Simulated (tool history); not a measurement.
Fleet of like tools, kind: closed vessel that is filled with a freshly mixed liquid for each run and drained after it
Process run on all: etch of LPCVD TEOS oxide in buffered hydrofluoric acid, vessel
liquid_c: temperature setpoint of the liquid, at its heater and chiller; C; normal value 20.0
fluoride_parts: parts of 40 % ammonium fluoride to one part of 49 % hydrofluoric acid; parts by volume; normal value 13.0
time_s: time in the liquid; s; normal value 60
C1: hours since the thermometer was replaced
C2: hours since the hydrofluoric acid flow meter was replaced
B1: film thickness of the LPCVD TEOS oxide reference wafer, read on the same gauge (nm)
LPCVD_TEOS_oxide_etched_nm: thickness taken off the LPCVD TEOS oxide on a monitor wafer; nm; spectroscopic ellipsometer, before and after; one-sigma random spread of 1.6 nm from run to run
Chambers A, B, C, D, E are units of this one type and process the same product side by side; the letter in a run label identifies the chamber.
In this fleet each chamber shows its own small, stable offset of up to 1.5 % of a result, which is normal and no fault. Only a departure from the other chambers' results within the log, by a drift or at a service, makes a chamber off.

run 1B day=0.367 | liquid_c=20.0 fluoride_parts=13.0 time_s=60 | C1=1317.2 C2=324.1 | B1=99.931 | LPCVD_TEOS_oxide_etched_nm=198.24
run 2E day=0.588 | liquid_c=20.0 fluoride_parts=13.0 time_s=60 | C1=900.5 C2=1225.1 | B1=99.979 | LPCVD_TEOS_oxide_etched_nm=197.36
run 3A day=0.888 | liquid_c=20.0 fluoride_parts=13.0 time_s=60 | C1=1118.8 C2=1259.3 | B1=100.030 | LPCVD_TEOS_oxide_etched_nm=202.86
run 4D day=1.208 | liquid_c=20.0 fluoride_parts=13.0 time_s=60 | C1=1761.8 C2=40.8 | B1=99.993 | LPCVD_TEOS_oxide_etched_nm=194.05
run 5C day=1.471 | liquid_c=20.0 fluoride_parts=13.0 time_s=60 | C1=368.8 C2=497.1 | B1=100.030 | LPCVD_TEOS_oxide_etched_nm=200.53
-- day=1.846 chamber C: hydrofluoric acid flow meter replaced
run 6A day=1.850 | liquid_c=20.0 fluoride_parts=13.0 time_s=60 | C1=1141.9 C2=1282.4 | B1=100.040 | LPCVD_TEOS_oxide_etched_nm=199.20
run 7D day=2.075 | liquid_c=20.0 fluoride_parts=13.0 time_s=60 | C1=1782.6 C2=61.6 | B1=99.959 | LPCVD_TEOS_oxide_etched_nm=198.63
run 8C day=2.496 | liquid_c=20.0 fluoride_parts=13.0 time_s=60 | C1=393.4 C2=15.7 | B1=99.983 | LPCVD_TEOS_oxide_etched_nm=200.41
run 9B day=2.904 | liquid_c=20.0 fluoride_parts=13.0 time_s=60 | C1=1378.1 C2=385.0 | B1=99.985 | LPCVD_TEOS_oxide_etched_nm=199.78
run 10E day=3.196 | liquid_c=20.0 fluoride_parts=13.0 time_s=60 | C1=963.1 C2=1287.7 | B1=100.000 | LPCVD_TEOS_oxide_etched_nm=194.28
run 11A day=3.396 | liquid_c=20.0 fluoride_parts=13.0 time_s=60 | C1=1179.0 C2=1319.5 | B1=99.979 | LPCVD_TEOS_oxide_etched_nm=199.86
run 12D day=3.600 | liquid_c=20.0 fluoride_parts=13.0 time_s=60 | C1=1819.2 C2=98.2 | B1=99.988 | LPCVD_TEOS_oxide_etched_nm=195.05
run 13B day=3.996 | liquid_c=20.0 fluoride_parts=13.0 time_s=60 | C1=1404.3 C2=411.2 | B1=99.998 | LPCVD_TEOS_oxide_etched_nm=199.47
run 14E day=4.212 | liquid_c=20.0 fluoride_parts=11.0 time_s=90 | C1=987.5 C2=1312.1 | B1=100.020 | LPCVD_TEOS_oxide_etched_nm=347.22
run 15C day=4.604 | liquid_c=20.0 fluoride_parts=11.0 time_s=90 | C1=444.0 C2=66.3 | B1=99.975 | LPCVD_TEOS_oxide_etched_nm=361.59
run 16D day=4.867 | liquid_c=20.0 fluoride_parts=11.0 time_s=90 | C1=1849.6 C2=128.6 | B1=100.010 | LPCVD_TEOS_oxide_etched_nm=347.97
run 17E day=5.100 | liquid_c=20.0 fluoride_parts=11.0 time_s=90 | C1=1008.8 C2=1333.4 | B1=99.982 | LPCVD_TEOS_oxide_etched_nm=348.50
run 18C day=5.400 | liquid_c=20.0 fluoride_parts=11.0 time_s=90 | C1=463.1 C2=85.4 | B1=100.020 | LPCVD_TEOS_oxide_etched_nm=362.74
run 19A day=5.662 | liquid_c=20.0 fluoride_parts=13.0 time_s=60 | C1=1233.4 C2=1373.9 | B1=100.000 | LPCVD_TEOS_oxide_etched_nm=204.52
run 20B day=6.021 | liquid_c=20.0 fluoride_parts=13.0 time_s=60 | C1=1452.9 C2=459.8 | B1=99.976 | LPCVD_TEOS_oxide_etched_nm=200.33
run 21A day=6.342 | liquid_c=17.0 fluoride_parts=13.0 time_s=60 | C1=1249.7 C2=1390.2 | B1=99.982 | LPCVD_TEOS_oxide_etched_nm=167.89
run 22E day=6.679 | liquid_c=17.0 fluoride_parts=13.0 time_s=60 | C1=1046.7 C2=1371.3 | B1=100.010 | LPCVD_TEOS_oxide_etched_nm=166.01
run 23C day=7.012 | liquid_c=17.0 fluoride_parts=13.0 time_s=60 | C1=501.8 C2=124.1 | B1=100.050 | LPCVD_TEOS_oxide_etched_nm=172.97
run 24B day=7.300 | liquid_c=17.0 fluoride_parts=13.0 time_s=60 | C1=1483.6 C2=490.5 | B1=99.991 | LPCVD_TEOS_oxide_etched_nm=168.98
run 25D day=7.658 | liquid_c=17.0 fluoride_parts=13.0 time_s=60 | C1=1916.6 C2=195.6 | B1=100.000 | LPCVD_TEOS_oxide_etched_nm=166.81
run 26D day=7.975 | liquid_c=20.0 fluoride_parts=13.0 time_s=60 | C1=1924.2 C2=203.2 | B1=99.970 | LPCVD_TEOS_oxide_etched_nm=196.81
run 27C day=8.350 | liquid_c=20.0 fluoride_parts=13.0 time_s=60 | C1=533.9 C2=156.2 | B1=100.010 | LPCVD_TEOS_oxide_etched_nm=209.91
run 28A day=8.642 | liquid_c=20.0 fluoride_parts=13.0 time_s=60 | C1=1304.9 C2=1445.4 | B1=100.000 | LPCVD_TEOS_oxide_etched_nm=201.64
run 29B day=9.004 | liquid_c=20.0 fluoride_parts=13.0 time_s=60 | C1=1524.5 C2=531.4 | B1=100.000 | LPCVD_TEOS_oxide_etched_nm=200.69
run 30E day=9.329 | liquid_c=20.0 fluoride_parts=13.0 time_s=60 | C1=1110.3 C2=1434.9 | B1=100.020 | LPCVD_TEOS_oxide_etched_nm=196.58
run 31C day=9.542 | liquid_c=20.0 fluoride_parts=13.0 time_s=60 | C1=562.5 C2=184.8 | B1=100.000 | LPCVD_TEOS_oxide_etched_nm=207.06
run 32B day=9.888 | liquid_c=20.0 fluoride_parts=13.0 time_s=60 | C1=1545.7 C2=552.6 | B1=99.994 | LPCVD_TEOS_oxide_etched_nm=199.51
run 33E day=10.167 | liquid_c=20.0 fluoride_parts=13.0 time_s=60 | C1=1130.4 C2=1455.0 | B1=100.010 | LPCVD_TEOS_oxide_etched_nm=197.36
run 34D day=10.488 | liquid_c=20.0 fluoride_parts=13.0 time_s=60 | C1=1984.5 C2=263.5 | B1=99.997 | LPCVD_TEOS_oxide_etched_nm=197.09
run 35A day=10.754 | liquid_c=20.0 fluoride_parts=13.0 time_s=60 | C1=1355.6 C2=1496.1 | B1=99.984 | LPCVD_TEOS_oxide_etched_nm=201.54
run 36B day=11.062 | liquid_c=20.0 fluoride_parts=13.0 time_s=60 | C1=1573.9 C2=580.8 | B1=100.030 | LPCVD_TEOS_oxide_etched_nm=199.28
run 37A day=11.271 | liquid_c=20.0 fluoride_parts=13.0 time_s=60 | C1=1368.0 C2=1508.5 | B1=100.000 | LPCVD_TEOS_oxide_etched_nm=201.31
run 38D day=11.571 | liquid_c=20.0 fluoride_parts=13.0 time_s=60 | C1=2010.5 C2=289.5 | B1=99.959 | LPCVD_TEOS_oxide_etched_nm=198.23
run 39C day=11.883 | liquid_c=20.0 fluoride_parts=13.0 time_s=60 | C1=618.7 C2=241.0 | B1=100.050 | LPCVD_TEOS_oxide_etched_nm=216.37
run 40E day=12.179 | liquid_c=20.0 fluoride_parts=13.0 time_s=60 | C1=1178.7 C2=1503.3 | B1=99.991 | LPCVD_TEOS_oxide_etched_nm=199.18
run 41D day=12.408 | liquid_c=20.0 fluoride_parts=13.0 time_s=60 | C1=2030.6 C2=309.6 | B1=100.030 | LPCVD_TEOS_oxide_etched_nm=198.92
run 42A day=12.642 | liquid_c=20.0 fluoride_parts=13.0 time_s=60 | C1=1400.9 C2=1541.4 | B1=99.975 | LPCVD_TEOS_oxide_etched_nm=201.31
run 43B day=12.846 | liquid_c=20.0 fluoride_parts=11.5 time_s=60 | C1=1616.7 C2=623.6 | B1=99.986 | LPCVD_TEOS_oxide_etched_nm=224.51
run 44C day=13.138 | liquid_c=20.0 fluoride_parts=11.5 time_s=60 | C1=648.8 C2=271.1 | B1=99.944 | LPCVD_TEOS_oxide_etched_nm=247.16

Is one chamber out of step, is the gauge drifting, or do the chambers differ by no more than their own small offsets? For an off chamber, give its letter and the likeliest cause.

Chamber C drifts away from the others.
Likeliest cause: liquid hotter than its thermometer reads (K) = 1.43.
With only this log, it may be confused with: hydrofluoric acid flow above the setpoint (%).

Which of the 4 candidates below, each the usual settings with something changed and its results left as question marks, puts chamber C back in line with what the other chambers give on the usual settings?
To be in line, a result may differ from the other chambers' mean on the usual settings by at most: LPCVD_TEOS_oxide_etched_nm 5.40 nm
run 45C-1 day=13.442 | liquid_c=20.0 fluoride_parts=13.5 time_s=60 | LPCVD_TEOS_oxide_etched_nm=?
run 45C-2 day=13.442 | liquid_c=21.5 fluoride_parts=13.0 time_s=60 | LPCVD_TEOS_oxide_etched_nm=?
run 45C-3 day=13.442 | liquid_c=20.5 fluoride_parts=13.0 time_s=60 | LPCVD_TEOS_oxide_etched_nm=?
run 45C-4 day=13.442 | liquid_c=20.0 fluoride_parts=13.0 time_s=55 | LPCVD_TEOS_oxide_etched_nm=?

Average result of the remaining chambers running the usual settings: LPCVD_TEOS_oxide_etched_nm 198.86 nm
run=45C-1 LPCVD_TEOS_oxide_etched_nm=210.03
run=45C-2 LPCVD_TEOS_oxide_etched_nm=237.02
run=45C-3 LPCVD_TEOS_oxide_etched_nm=224.18
run=45C-4 LPCVD_TEOS_oxide_etched_nm=199.78
45C-4 puts the chamber back in line with the other chambers.
